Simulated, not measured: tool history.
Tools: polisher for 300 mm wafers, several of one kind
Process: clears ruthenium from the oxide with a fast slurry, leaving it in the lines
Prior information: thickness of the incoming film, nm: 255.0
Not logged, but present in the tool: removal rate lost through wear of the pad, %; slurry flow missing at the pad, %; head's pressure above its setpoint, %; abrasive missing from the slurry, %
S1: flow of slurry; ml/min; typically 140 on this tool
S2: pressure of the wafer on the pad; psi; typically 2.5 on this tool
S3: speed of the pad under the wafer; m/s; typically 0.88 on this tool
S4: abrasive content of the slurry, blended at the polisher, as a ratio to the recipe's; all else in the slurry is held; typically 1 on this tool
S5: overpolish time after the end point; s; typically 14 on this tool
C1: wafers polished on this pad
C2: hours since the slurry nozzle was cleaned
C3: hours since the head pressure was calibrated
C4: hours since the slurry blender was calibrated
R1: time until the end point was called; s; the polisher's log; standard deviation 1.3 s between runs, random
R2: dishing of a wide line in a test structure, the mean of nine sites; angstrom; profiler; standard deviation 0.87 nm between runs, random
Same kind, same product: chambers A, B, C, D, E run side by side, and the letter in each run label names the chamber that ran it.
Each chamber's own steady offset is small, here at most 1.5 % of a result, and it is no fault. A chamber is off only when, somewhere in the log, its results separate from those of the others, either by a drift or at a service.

run 1C hour=6.3 | S1=140 S2=2.5 S3=0.88 S4=1 S5=14 | C1=795 C2=50.1 C3=138 C4=233 | R1=68.582 R2=395.62
run 2D hour=16.1 | S1=140 S2=2.5 S3=0.88 S4=1 S5=14 | C1=406 C2=452.2 C3=922.2 C4=134.3 | R1=66.95 R2=420.82
run 3E hour=23.9 | S1=140 S2=2.5 S3=0.88 S4=1 S5=14 | C1=827 C2=427.5 C3=319.4 C4=223.1 | R1=66.847 R2=412.47
-- hour=29.2 chamber C: slurry blender recalibrated
run 4A hour=30.4 | S1=140 S2=2.5 S3=0.88 S4=1 S5=14 | C1=586 C2=97.8 C3=485.8 C4=42.3 | R1=67.186 R2=380.68
-- hour=32.8 chamber B: worn pad replaced by a new one
run 5B hour=37.1 | S1=140 S2=2.5 S3=0.88 S4=1 S5=14 | C1=52 C2=344.5 C3=292.3 C4=178 | R1=69.741 R2=398.92
-- hour=41.6 chamber B: slurry nozzle cleaned
-- hour=45.7 chamber A: worn pad replaced by a new one
run 6C hour=46.7 | S1=140 S2=2.5 S3=0.88 S4=1 S5=14 | C1=1284 C2=90.5 C3=178.4 C4=17.5 | R1=65.442 R2=408.52
-- hour=51.8 chamber E: worn pad replaced by a new one
run 7D hour=52.6 | S1=140 S2=2.5 S3=0.88 S4=1 S5=14 | C1=848 C2=488.7 C3=958.7 C4=170.8 | R1=67.366 R2=384.91
-- hour=53 chamber C: worn pad replaced by a new one
-- hour=53.9 chamber D: worn pad replaced by a new one
-- hour=58 chamber E: slurry blender recalibrated
run 8E hour=59.2 | S1=140 S2=2.5 S3=0.88 S4=1 S5=14 | C1=89 C2=462.8 C3=354.7 C4=1.2 | R1=65.44 R2=409.28
-- hour=61.1 chamber D: slurry blender recalibrated
run 9A hour=68.2 | S1=140 S2=2.5 S3=0.88 S4=1 S5=14 | C1=272 C2=135.6 C3=523.6 C4=80.1 | R1=65.223 R2=389.15
run 10B hour=78.8 | S1=140 S2=2.5 S3=0.88 S4=1 S5=14 | C1=557 C2=37.3 C3=334 C4=219.7 | R1=68.385 R2=390.63
-- hour=79.8 chamber E: slurry nozzle cleaned
run 11D hour=88.8 | S1=140 S2=2.5 S3=0.88 S4=1 S5=14 | C1=422 C2=524.9 C3=994.9 C4=27.7 | R1=66.449 R2=410.26
run 12E hour=95.5 | S1=140 S2=2.5 S3=0.88 S4=1 S5=14 | C1=528 C2=15.8 C3=391 C4=37.5 | R1=65.878 R2=400.67
run 13A hour=105.1 | S1=140 S2=2.5 S3=0.88 S4=1 S5=14 | C1=719 C2=172.5 C3=560.5 C4=117 | R1=66.96 R2=412.22
-- hour=112.2 chamber B: worn pad replaced by a new one
run 14C hour=113.4 | S1=140 S2=2.5 S3=0.88 S4=1 S5=14 | C1=731 C2=157.2 C3=245.1 C4=84.2 | R1=66.791 R2=397.26
-- hour=114.2 chamber D: worn pad replaced by a new one
run 15B hour=121.3 | S1=140 S2=2.5 S3=0.88 S4=1 S5=14 | C1=110 C2=79.8 C3=376.5 C4=262.2 | R1=69.65 R2=381.79
-- hour=126.3 chamber A: worn pad replaced by a new one
run 16E hour=128.7 | S1=140 S2=2.5 S3=0.88 S4=0.8 S5=14 | C1=930 C2=49 C3=424.2 C4=70.7 | R1=71.735 R2=365.65
-- hour=131.5 chamber D: slurry nozzle cleaned
run 17B hour=137.4 | S1=140 S2=2.5 S3=0.88 S4=0.8 S5=14 | C1=305 C2=95.9 C3=392.6 C4=278.3 | R1=78.065 R2=346.46
run 18A hour=143.1 | S1=140 S2=2.5 S3=0.88 S4=0.8 S5=14 | C1=203 C2=210.5 C3=598.5 C4=155 | R1=71.711 R2=379.94
-- hour=146.5 chamber E: worn pad replaced by a new one
run 19C hour=153.3 | S1=140 S2=2.5 S3=0.88 S4=0.8 S5=14 | C1=1214 C2=197.1 C3=285 C4=124.1 | R1=73.543 R2=379.43
run 20D hour=161.9 | S1=140 S2=2.5 S3=0.88 S4=0.8 S5=14 | C1=578 C2=30.4 C3=1068 C4=100.8 | R1=74.887 R2=380.36
run 21C hour=169.1 | S1=140 S2=2.5 S3=0.88 S4=1 S5=14 | C1=1405 C2=212.9 C3=300.8 C4=139.9 | R1=66.497 R2=413.85
-- hour=172.9 chamber C: worn pad replaced by a new one
-- hour=177.3 chamber D: worn pad replaced by a new one
run 22A hour=178.2 | S1=140 S2=2.5 S3=0.88 S4=1 S5=14 | C1=628 C2=245.6 C3=633.6 C4=190.1 | R1=68.105 R2=404.57
run 23D hour=190.9 | S1=165 S2=2.5 S3=0.88 S4=1 S5=20 | C1=164 C2=59.4 C3=1097 C4=129.8 | R1=64.199 R2=539.9
run 24B hour=196.4 | S1=165 S2=2.5 S3=0.88 S4=1 S5=20 | C1=1019 C2=154.9 C3=451.6 C4=337.3 | R1=70.491 R2=510.82
-- hour=200.3 chamber D: slurry blender recalibrated
-- hour=203.6 chamber A: worn pad replaced by a new one
run 25E hour=209.1 | S1=165 S2=2.5 S3=0.88 S4=1 S5=20 | C1=758 C2=129.4 C3=504.6 C4=151.1 | R1=62.883 R2=543.58
-- hour=211.1 chamber B: worn pad replaced by a new one
run 26B hour=221.8 | S1=165 S2=2.5 S3=0.88 S4=1 S5=20 | C1=130 C2=180.3 C3=477 C4=362.7 | R1=72.689 R2=501.04
-- hour=227 chamber E: worn pad replaced by a new one
run 27A hour=227.9 | S1=165 S2=2.5 S3=0.88 S4=1 S5=20 | C1=294 C2=295.3 C3=683.3 C4=239.8 | R1=63.555 R2=534.11
run 28D hour=237.6 | S1=140 S2=2.5 S3=0.88 S4=1 S5=14 | C1=729 C2=106.1 C3=1143.7 C4=37.3 | R1=66.345 R2=404.31
-- hour=239.7 chamber C: slurry blender recalibrated
-- hour=247.8 chamber D: worn pad replaced by a new one
run 29C hour=248.9 | S1=140 S2=2.5 S3=1.14 S4=1.2 S5=14 | C1=920 C2=292.7 C3=380.6 C4=9.3 | R1=46.496 R2=516.91
run 30E hour=258.8 | S1=140 S2=2.5 S3=1.14 S4=1.2 S5=14 | C1=384 C2=179.1 C3=554.3 C4=200.8 | R1=46.778 R2=530.29
run 31A hour=265.2 | S1=140 S2=2.5 S3=1.14 S4=1.2 S5=14 | C1=746 C2=332.6 C3=720.6 C4=277.1 | R1=47.666 R2=538.59
run 32D hour=275.5 | S1=140 S2=2.5 S3=1.14 S4=1.2 S5=14 | C1=335 C2=144 C3=1181.6 C4=75.2 | R1=47.945 R2=528.43
run 33E hour=286.3 | S1=140 S2=2.5 S3=1.14 S4=1.2 S5=14 | C1=717 C2=206.6 C3=581.8 C4=228.3 | R1=46.678 R2=532.46
-- hour=291.9 chamber C: worn pad replaced by a new one
run 34C hour=299 | S1=140 S2=2.1 S3=0.88 S4=1.15 S5=14 | C1=86 C2=342.8 C3=430.7 C4=59.4 | R1=73.202 R2=385

Which is it: a chamber that has drifted or been left off by a service, a gauge drift common to all chambers, or only each chamber's usual small offset? If a chamber is off, name it and its likeliest cause.

It is chamber B that slowly wanders off from its peers.
Cause: abrasive missing from the slurry, % = 29.7.

Which of the 4 candidates below, each the usual settings with something changed and its results left as question marks, puts chamber B back in line with what the other chambers give on the usual settings?
Counts as in line when no further than this from what the other chambers average on the usual settings: R1 4.5 s; R2 30 angstrom
run 35B-1 hour=308 | S1=140 S2=2.6 S3=0.9 S4=1 S5=14 | R1=? R2=?
run 35B-2 hour=308 | S1=140 S2=2.7 S3=0.94 S4=1.05 S5=14 | R1=? R2=?
run 35B-3 hour=308 | S1=140 S2=2.4 S3=0.86 S4=1 S5=14 | R1=? R2=?
run 35B-4 hour=308 | S1=140 S2=2.3 S3=0.82 S4=0.95 S5=14 | R1=? R2=?

Usual-settings mean across the other chambers: R1 66.39 s; R2 403.89 angstrom
run=35B-1 R1=74.196 R2=365.4
run=35B-2 R1=66.65 R2=399.34
run=35B-3 R1=84.122 R2=328.58
run=35B-4 R1=94.675 R2=296.73
It is 35B-2 that realigns the chamber with its peers.
